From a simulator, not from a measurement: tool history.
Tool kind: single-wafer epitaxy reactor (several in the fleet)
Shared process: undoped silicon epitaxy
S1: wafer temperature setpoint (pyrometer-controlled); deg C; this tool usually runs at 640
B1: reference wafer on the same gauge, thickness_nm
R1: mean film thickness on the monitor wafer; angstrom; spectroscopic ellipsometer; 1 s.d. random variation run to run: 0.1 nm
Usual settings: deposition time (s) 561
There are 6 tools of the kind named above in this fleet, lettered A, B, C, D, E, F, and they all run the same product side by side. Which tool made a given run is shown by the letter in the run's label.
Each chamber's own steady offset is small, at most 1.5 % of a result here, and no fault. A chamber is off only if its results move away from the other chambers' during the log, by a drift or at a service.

{"run": "1B", "hour": 7.3, "S1": 640, "deposition time (s)": 561, "B1": 87.579, "R1": 754.31}
{"run": "2D", "hour": 19.5, "S1": 640, "deposition time (s)": 561, "B1": 87.568, "R1": 754.32}
{"run": "3E", "hour": 31.9, "S1": 640, "deposition time (s)": 561, "B1": 87.573, "R1": 752.01}
{"run": "4C", "hour": 45.5, "S1": 640, "deposition time (s)": 561, "B1": 87.559, "R1": 747.58}
{"run": "5F", "hour": 57.3, "S1": 640, "deposition time (s)": 561, "B1": 87.52, "R1": 757.21}
{"run": "6A", "hour": 66.4, "S1": 640, "deposition time (s)": 561, "B1": 87.541, "R1": 756.26}
{"run": "7E", "hour": 78.6, "S1": 640, "deposition time (s)": 561, "B1": 87.476, "R1": 752.42}
{"run": "8D", "hour": 90.1, "S1": 652, "deposition time (s)": 634, "B1": 87.49, "R1": 1100.8}
{"run": "9C", "hour": 102.5, "S1": 652, "deposition time (s)": 634, "B1": 87.505, "R1": 1101.5}
{"run": "10F", "hour": 112.9, "S1": 652, "deposition time (s)": 634, "B1": 87.48, "R1": 1109.9}
{"run": "11A", "hour": 125.8, "S1": 652, "deposition time (s)": 634, "B1": 87.448, "R1": 1108.8}
{"run": "12B", "hour": 138.7, "S1": 652, "deposition time (s)": 634, "B1": 87.437, "R1": 1108.8}
{"run": "13F", "hour": 152.2, "S1": 652, "deposition time (s)": 634, "B1": 87.388, "R1": 1110.4}
{"run": "14B", "hour": 161.0, "S1": 640, "deposition time (s)": 561, "B1": 87.376, "R1": 752.77}
{"run": "15A", "hour": 172.2, "S1": 640, "deposition time (s)": 561, "B1": 87.359, "R1": 755.92}
{"run": "16E", "hour": 184.8, "S1": 640, "deposition time (s)": 561, "B1": 87.37, "R1": 751.68}
{"run": "17D", "hour": 191.8, "S1": 640, "deposition time (s)": 561, "B1": 87.381, "R1": 750.56}
{"run": "18C", "hour": 198.2, "S1": 640, "deposition time (s)": 641, "B1": 87.349, "R1": 851.25}
{"run": "19D", "hour": 206.9, "S1": 640, "deposition time (s)": 641, "B1": 87.337, "R1": 855.49}
{"hour": 211.1, "done": "chamber F: pyrometer calibrated"}
{"run": "20B", "hour": 215.6, "S1": 640, "deposition time (s)": 641, "B1": 87.314, "R1": 859.29}
{"run": "21F", "hour": 226.3, "S1": 640, "deposition time (s)": 641, "B1": 87.317, "R1": 861.89}
{"run": "22E", "hour": 236.6, "S1": 640, "deposition time (s)": 641, "B1": 87.285, "R1": 858.88}
{"run": "23C", "hour": 244.2, "S1": 640, "deposition time (s)": 641, "B1": 87.299, "R1": 849.49}
{"run": "24A", "hour": 256.9, "S1": 640, "deposition time (s)": 561, "B1": 87.294, "R1": 755.44}
{"run": "25C", "hour": 263.2, "S1": 640, "deposition time (s)": 561, "B1": 87.288, "R1": 745.64}
{"run": "26D", "hour": 271.7, "S1": 640, "deposition time (s)": 561, "B1": 87.247, "R1": 750.21}
{"run": "27E", "hour": 279.7, "S1": 640, "deposition time (s)": 561, "B1": 87.241, "R1": 749.88}
{"run": "28F", "hour": 291.3, "S1": 640, "deposition time (s)": 561, "B1": 87.228, "R1": 753.53}
{"run": "29A", "hour": 303.8, "S1": 640, "deposition time (s)": 561, "B1": 87.216, "R1": 752.65}
{"run": "30B", "hour": 312.6, "S1": 640, "deposition time (s)": 455, "B1": 87.197, "R1": 608.75}
{"run": "31F", "hour": 324.8, "S1": 640, "deposition time (s)": 455, "B1": 87.19, "R1": 610.63}
{"run": "32B", "hour": 333.7, "S1": 640, "deposition time (s)": 455, "B1": 87.168, "R1": 609.24}
{"run": "33E", "hour": 341.0, "S1": 640, "deposition time (s)": 455, "B1": 87.153, "R1": 609.15}
{"run": "34C", "hour": 351.1, "S1": 640, "deposition time (s)": 455, "B1": 87.142, "R1": 601.42}
{"run": "35D", "hour": 362.7, "S1": 640, "deposition time (s)": 455, "B1": 87.14, "R1": 606.92}
{"run": "36A", "hour": 375.7, "S1": 640, "deposition time (s)": 561, "B1": 87.13, "R1": 752.42}
{"run": "37E", "hour": 382.7, "S1": 640, "deposition time (s)": 664, "B1": 87.112, "R1": 886.8}

Predict what each chamber gives when all 6 of them run the settings below next.
{"run": "38A", "hour": 392.6, "S1": 640, "deposition time (s)": 653, "R1": "?"}
{"run": "38B", "hour": 392.6, "S1": 640, "deposition time (s)": 653, "R1": "?"}
{"run": "38C", "hour": 392.6, "S1": 640, "deposition time (s)": 653, "R1": "?"}
{"run": "38D", "hour": 392.6, "S1": 640, "deposition time (s)": 653, "R1": "?"}
{"run": "38E", "hour": 392.6, "S1": 640, "deposition time (s)": 653, "R1": "?"}
{"run": "38F", "hour": 392.6, "S1": 640, "deposition time (s)": 653, "R1": "?"}

run=38A R1=877.48
run=38B R1=876.19
run=38C R1=864.50
run=38D R1=872.01
run=38E R1=872.38
run=38F R1=873.90
